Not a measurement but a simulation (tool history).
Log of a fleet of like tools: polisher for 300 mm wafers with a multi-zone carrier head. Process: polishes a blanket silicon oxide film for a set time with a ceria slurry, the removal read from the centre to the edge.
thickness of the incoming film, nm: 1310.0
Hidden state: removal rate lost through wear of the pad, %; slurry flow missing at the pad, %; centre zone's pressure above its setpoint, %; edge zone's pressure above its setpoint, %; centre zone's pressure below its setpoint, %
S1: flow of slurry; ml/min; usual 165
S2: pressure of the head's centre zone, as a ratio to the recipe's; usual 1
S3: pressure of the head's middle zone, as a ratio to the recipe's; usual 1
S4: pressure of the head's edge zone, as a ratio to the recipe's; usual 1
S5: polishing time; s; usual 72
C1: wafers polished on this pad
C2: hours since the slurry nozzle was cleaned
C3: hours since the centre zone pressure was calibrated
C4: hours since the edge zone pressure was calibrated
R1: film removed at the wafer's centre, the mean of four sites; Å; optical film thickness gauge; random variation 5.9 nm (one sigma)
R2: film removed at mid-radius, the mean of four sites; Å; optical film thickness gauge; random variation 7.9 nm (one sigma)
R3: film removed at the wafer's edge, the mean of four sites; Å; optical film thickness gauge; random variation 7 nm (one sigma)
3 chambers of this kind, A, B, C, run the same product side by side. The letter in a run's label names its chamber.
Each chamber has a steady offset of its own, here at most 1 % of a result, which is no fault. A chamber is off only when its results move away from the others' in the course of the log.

run 1C hour=2.7 | S1=165 S2=1 S3=1 S4=1 S5=72 | C1=584 C2=200.3 C3=717.8 C4=496.3 | R1=5544.6 R2=5562.3 R3=5482.3
run 2A hour=8.1 | S1=165 S2=1 S3=1 S4=1 S5=72 | C1=647 C2=158.1 C3=354.6 C4=132.1 | R1=5518.2 R2=5452.9 R3=5471.3
run 3B hour=11.1 | S1=165 S2=1 S3=1 S4=1 S5=72 | C1=364 C2=381.5 C3=714.5 C4=181.3 | R1=5541.2 R2=5571.1 R3=5582.6
run 4C hour=14.5 | S1=165 S2=1 S3=1 S4=1 S5=72 | C1=692 C2=212.1 C3=729.6 C4=508.1 | R1=5521 R2=5627.3 R3=5470.3
run 5B hour=18 | S1=165 S2=1.11 S3=1 S4=1 S5=72 | C1=427 C2=388.4 C3=721.4 C4=188.2 | R1=6276.5 R2=5604.5 R3=5459.4
run 6A hour=20.5 | S1=165 S2=1.11 S3=1 S4=1 S5=72 | C1=761 C2=170.5 C3=367 C4=144.5 | R1=6207.2 R2=5601.4 R3=5530.3
run 7A hour=23.8 | S1=165 S2=1.11 S3=1 S4=1 S5=72 | C1=791 C2=173.8 C3=370.3 C4=147.8 | R1=6243.8 R2=5605.7 R3=5558.8
run 8C hour=28.9 | S1=165 S2=1 S3=1 S4=1 S5=72 | C1=824 C2=226.5 C3=744 C4=522.5 | R1=5515.9 R2=5573.6 R3=5547.7
-- hour=29.7 chamber C: worn pad replaced by a new one
run 9B hour=33.6 | S1=165 S2=1 S3=1 S4=1 S5=72 | C1=571 C2=404 C3=737 C4=203.8 | R1=5485.4 R2=5628.6 R3=5590.2
run 10B hour=38.4 | S1=165 S2=1 S3=1 S4=1 S5=72 | C1=615 C2=408.8 C3=741.8 C4=208.6 | R1=5555.7 R2=5534.8 R3=5552.4
run 11C hour=42.5 | S1=165 S2=1 S3=1 S4=1 S5=72 | C1=117 C2=240.1 C3=757.6 C4=536.1 | R1=5624.4 R2=5646.3 R3=5486.5
run 12A hour=47.2 | S1=165 S2=1 S3=1 S4=1 S5=72 | C1=1006 C2=197.2 C3=393.7 C4=171.2 | R1=5400.3 R2=5417.4 R3=5380.2
run 13B hour=52.5 | S1=165 S2=1 S3=1 S4=1 S5=72 | C1=744 C2=422.9 C3=755.9 C4=222.7 | R1=5592.2 R2=5484.6 R3=5582.8
run 14C hour=56.2 | S1=165 S2=1 S3=1 S4=1 S5=72 | C1=243 C2=253.8 C3=771.3 C4=549.8 | R1=5531.8 R2=5628.5 R3=5506.5
run 15A hour=58.8 | S1=165 S2=1 S3=1 S4=1.09 S5=63 | C1=1113 C2=208.8 C3=405.3 C4=182.8 | R1=4686.3 R2=4743.9 R3=5009
run 16B hour=62.7 | S1=165 S2=1 S3=1 S4=1.09 S5=63 | C1=838 C2=433.1 C3=766.1 C4=232.9 | R1=4822.6 R2=4835.4 R3=5081.3
run 17C hour=67.7 | S1=165 S2=1 S3=1 S4=1.09 S5=63 | C1=349 C2=265.3 C3=782.8 C4=561.3 | R1=4762.8 R2=4844.3 R3=4971.1
run 18A hour=71.5 | S1=165 S2=1 S3=1 S4=1 S5=72 | C1=1230 C2=221.5 C3=418 C4=195.5 | R1=5288.5 R2=5221.2 R3=5263.5
run 19B hour=74 | S1=165 S2=1 S3=1 S4=1 S5=72 | C1=942 C2=444.4 C3=777.4 C4=244.2 | R1=5572.7 R2=5553.5 R3=5463.1
run 20A hour=77.3 | S1=165 S2=1 S3=1 S4=1 S5=72 | C1=1283 C2=227.3 C3=423.8 C4=201.3 | R1=5236 R2=5300.3 R3=5289.2
run 21C hour=82 | S1=165 S2=1 S3=1 S4=0.94 S5=72 | C1=480 C2=279.6 C3=797.1 C4=575.6 | R1=5415.8 R2=5396 R3=5347.3
run 22A hour=86.1 | S1=165 S2=1 S3=1 S4=0.94 S5=72 | C1=1364 C2=236.1 C3=432.6 C4=210.1 | R1=5257.8 R2=5195.1 R3=5035.8

What goes on in this fleet: one chamber off, a drifting gauge, or nothing beyond the chambers' own small offsets? Name the chamber and the cause, if any.

Chamber A drifts away from the others.
Cause: removal rate lost through wear of the pad, % = 5.98.
The log may not tell that from: slurry flow missing at the pad, %.

Here are 4 candidates for chamber A's next run, each the usual settings with a change, their results left as question marks. Which one brings its results back in line with what the others give on the usual settings?
In line means no further than this from the other chambers' mean on the usual settings: R1 210 Å; R2 280 Å; R3 240 Å
run 23A-1 hour=90.1 | S1=165 S2=1 S3=1 S4=1 S5=68 | R1=? R2=? R3=?
run 23A-2 hour=90.1 | S1=165 S2=1 S3=1 S4=1 S5=76 | R1=? R2=? R3=?
run 23A-3 hour=90.1 | S1=160 S2=1 S3=1 S4=1 S5=64 | R1=? R2=? R3=?
run 23A-4 hour=90.1 | S1=170 S2=1.01 S3=1 S4=1 S5=81 | R1=? R2=? R3=?

The other chambers' mean on the usual settings: R1 5540.3 Å; R2 5540.6 Å; R3 5533.1 Å
run=23A-1 R1=4908.1 R2=4947.7 R3=4917.6
run=23A-2 R1=5485.6 R2=5529.8 R3=5496.2
run=23A-3 R1=4590.6 R2=4630.9 R3=4609.7
run=23A-4 R1=5946.2 R2=5924.2 R3=5880.2
23A-2 brings the chamber back in line.
